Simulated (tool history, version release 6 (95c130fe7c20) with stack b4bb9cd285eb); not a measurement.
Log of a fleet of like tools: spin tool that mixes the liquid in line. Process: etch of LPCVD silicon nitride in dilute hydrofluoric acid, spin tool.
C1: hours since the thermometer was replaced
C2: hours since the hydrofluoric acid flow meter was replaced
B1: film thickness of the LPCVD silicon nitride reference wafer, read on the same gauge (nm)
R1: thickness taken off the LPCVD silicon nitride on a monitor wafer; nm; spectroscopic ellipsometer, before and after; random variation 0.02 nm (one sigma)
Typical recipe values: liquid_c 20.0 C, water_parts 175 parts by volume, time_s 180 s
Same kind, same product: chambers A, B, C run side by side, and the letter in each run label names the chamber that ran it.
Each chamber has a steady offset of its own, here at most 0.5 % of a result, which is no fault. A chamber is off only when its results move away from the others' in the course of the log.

run 1B hour=4.5 | liquid_c=20.0 water_parts=175 time_s=180 | C1=171.9 C2=1046.6 | B1=110.04 | R1=0.44892
run 2A hour=9.0 | liquid_c=20.0 water_parts=175 time_s=180 | C1=848.8 C2=1009.0 | B1=110.00 | R1=0.43858
run 3C hour=14.4 | liquid_c=20.0 water_parts=175 time_s=180 | C1=1704.2 C2=852.5 | B1=110.00 | R1=0.43402
run 4A hour=20.5 | liquid_c=20.0 water_parts=175 time_s=180 | C1=860.3 C2=1020.5 | B1=109.99 | R1=0.39424
run 5B hour=23.8 | liquid_c=20.0 water_parts=175 time_s=180 | C1=191.2 C2=1065.9 | B1=110.03 | R1=0.38068
run 6C hour=28.5 | liquid_c=20.0 water_parts=175 time_s=180 | C1=1718.3 C2=866.6 | B1=109.99 | R1=0.43314
run 7B hour=33.5 | liquid_c=20.0 water_parts=175 time_s=180 | C1=200.9 C2=1075.6 | B1=110.00 | R1=0.42494
run 8A hour=40.3 | liquid_c=20.0 water_parts=175 time_s=180 | C1=880.1 C2=1040.3 | B1=109.98 | R1=0.37004
run 9C hour=47.8 | liquid_c=17.0 water_parts=175 time_s=180 | C1=1737.6 C2=885.9 | B1=109.98 | R1=0.35170
run 10A hour=52.9 | liquid_c=17.0 water_parts=175 time_s=180 | C1=892.7 C2=1052.9 | B1=110.00 | R1=0.35564
run 11B hour=58.5 | liquid_c=17.0 water_parts=175 time_s=180 | C1=225.9 C2=1100.6 | B1=109.99 | R1=0.34915
run 12C hour=65.5 | liquid_c=20.0 water_parts=175 time_s=180 | C1=1755.3 C2=903.6 | B1=109.99 | R1=0.38445
run 13A hour=72.2 | liquid_c=20.0 water_parts=130 time_s=130 | C1=912.0 C2=1072.2 | B1=109.98 | R1=0.40236
run 14C hour=77.8 | liquid_c=20.0 water_parts=130 time_s=130 | C1=1767.6 C2=915.9 | B1=109.96 | R1=0.39970
run 15B hour=83.0 | liquid_c=20.0 water_parts=130 time_s=130 | C1=250.4 C2=1125.1 | B1=110.00 | R1=0.38027
run 16C hour=89.8 | liquid_c=20.0 water_parts=175 time_s=180 | C1=1779.6 C2=927.9 | B1=109.99 | R1=0.40217
run 17A hour=96.8 | liquid_c=20.0 water_parts=175 time_s=180 | C1=936.6 C2=1096.8 | B1=110.03 | R1=0.44460
run 18B hour=100.2 | liquid_c=20.0 water_parts=175 time_s=180 | C1=267.6 C2=1142.3 | B1=110.03 | R1=0.39202
run 19C hour=106.0 | liquid_c=20.0 water_parts=175 time_s=180 | C1=1795.8 C2=944.1 | B1=109.97 | R1=0.41954
run 20A hour=110.9 | liquid_c=20.0 water_parts=175 time_s=180 | C1=950.7 C2=1110.9 | B1=110.01 | R1=0.44576
run 21B hour=117.3 | liquid_c=20.0 water_parts=175 time_s=180 | C1=284.7 C2=1159.4 | B1=110.02 | R1=0.42951
run 22B hour=123.4 | liquid_c=22.5 water_parts=175 time_s=115 | C1=290.8 C2=1165.5 | B1=109.97 | R1=0.33482
run 23C hour=127.9 | liquid_c=22.5 water_parts=175 time_s=115 | C1=1817.7 C2=966.0 | B1=110.01 | R1=0.29363
run 24A hour=132.6 | liquid_c=22.5 water_parts=175 time_s=115 | C1=972.4 C2=1132.6 | B1=110.01 | R1=0.30416

All 3 chambers run these settings next. Forecast each chamber's results:
run 25A hour=138.0 | liquid_c=20.0 water_parts=175 time_s=180 | R1=?
run 25B hour=138.0 | liquid_c=20.0 water_parts=175 time_s=180 | R1=?
run 25C hour=138.0 | liquid_c=20.0 water_parts=175 time_s=180 | R1=?

run=25A R1=0.40229
run=25B R1=0.40338
run=25C R1=0.45276

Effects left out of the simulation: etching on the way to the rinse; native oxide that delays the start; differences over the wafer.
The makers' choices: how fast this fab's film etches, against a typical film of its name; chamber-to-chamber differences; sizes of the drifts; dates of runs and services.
